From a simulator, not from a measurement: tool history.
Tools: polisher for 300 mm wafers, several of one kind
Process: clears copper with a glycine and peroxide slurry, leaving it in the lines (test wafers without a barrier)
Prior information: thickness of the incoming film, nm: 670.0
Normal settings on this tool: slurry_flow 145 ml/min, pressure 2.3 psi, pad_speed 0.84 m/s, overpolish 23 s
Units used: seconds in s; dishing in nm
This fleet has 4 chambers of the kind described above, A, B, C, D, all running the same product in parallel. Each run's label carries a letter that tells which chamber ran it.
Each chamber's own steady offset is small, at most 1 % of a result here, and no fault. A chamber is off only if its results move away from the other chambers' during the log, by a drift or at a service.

run   hour  slurry_flow  pressure  pad_speed  overpolish  seconds  dishing
 1B    5.2          145       2.3       0.84          23   194.98   55.252
       7.1  -- chamber C: worn pad replaced by a new one
       8.9  -- chamber D: worn pad replaced by a new one
 2D   13.7          145       2.3       0.84          23   192.72   56.737
 3A   20.8          145       2.3       0.84          23   186.34   54.845
 4C   27.6          145       2.3       0.84          23   186.12   55.582
 5D   32.2          145       2.3       0.84          23   186.66   56.735
 6C   38.7          145       2.3       0.84          23   189.66   56.665
 7A   45.9          145       2.3       0.84          23   188.37   56.901
      47.1  -- chamber B: worn pad replaced by a new one
      48.7  -- chamber A: worn pad replaced by a new one
 8B   55.5          145       2.3       0.84          23   187.33   57.543
 9A   60.7          145       2.3       0.84          23   189.16   56.925
10D   65.2          145       2.3       0.84          23   188.02   56.647
      72.9  -- chamber A: slurry nozzle cleaned
11B     74          145       2.3       0.84          23   190.14     56.2
12C   78.7          145       2.3       0.84          23   188.29   56.947
      79.5  -- chamber D: worn pad replaced by a new one
      84.3  -- chamber B: slurry nozzle cleaned
13C     88          145       2.3       0.84          23   187.83   57.303
14A   93.8          145       2.3       0.84          23   188.88   56.197
15D  103.4          145       2.3       0.84          23   187.48   56.375
     103.6  -- chamber D: head pressure recalibrated
16B  109.2          145       2.3       0.84          23   183.94   55.878
17D  115.7          145       2.3       0.84          23   187.53   56.208
18B  121.5          145       2.3        0.7          23   216.19   50.373
       122  -- chamber C: head pressure recalibrated
     123.8  -- chamber C: worn pad replaced by a new one
19C  128.4          145       2.3        0.7          23   222.27    49.87
20A  136.5          145       2.3        0.7          23   219.58    50.48
21B  144.3          145       2.3        0.7          23   220.74   51.366
     144.4  -- chamber D: worn pad replaced by a new one
22C  151.1          145       2.3       0.84          23   195.06   55.716
23D  158.6          145       2.3       0.84          23   186.41   57.573
     159.3  -- chamber B: worn pad replaced by a new one
24A  168.9          145       2.3       0.84          23   189.91   55.059
25D  176.1          145       2.3       0.84          23   189.61   57.402
26C    181          145       2.3       0.84          23    198.4   55.534
27A  190.3          145       2.3       0.84          23   186.71     55.3
28B  196.7          145       2.3       0.84          23   190.16   56.435
     197.2  -- chamber B: head pressure recalibrated
     200.1  -- chamber A: worn pad replaced by a new one
29B  203.2          145       2.3       0.84          23   188.82   57.125
30A  211.5          145       2.3       0.84          23   191.24   56.234
     211.7  -- chamber D: worn pad replaced by a new one
31C  216.1          145       2.3       0.84          23   199.87    54.35
32D  226.4          145       2.3       0.84          23   186.05   54.959
33B    235          145       2.3       0.84          23   186.31    57.47
34D  240.7          145       2.7       0.96          23   150.93   69.232
35C  249.7          145       2.7       0.96          23   158.29    65.37
     250.4  -- chamber A: head pressure recalibrated
     250.6  -- chamber C: worn pad replaced by a new one
36A  259.1          145       2.7       0.96          23   148.85   68.913
37A  267.2          145       2.7       0.96          23   147.24   68.332
38C  275.8          145       2.3       0.84          23   206.89    52.51

Next, every chamber runs the same settings. What will each give?
39A  283.3          145       2.3       1.04          23        ?        ?
39B  283.3          145       2.3       1.04          23        ?        ?
39C  283.3          145       2.3       1.04          23        ?        ?
39D  283.3          145       2.3       1.04          23        ?        ?

run  seconds  dishing
39A   160.26   64.683
39B   162.85   63.457
39C   176.81   60.983
39D   154.43   65.167
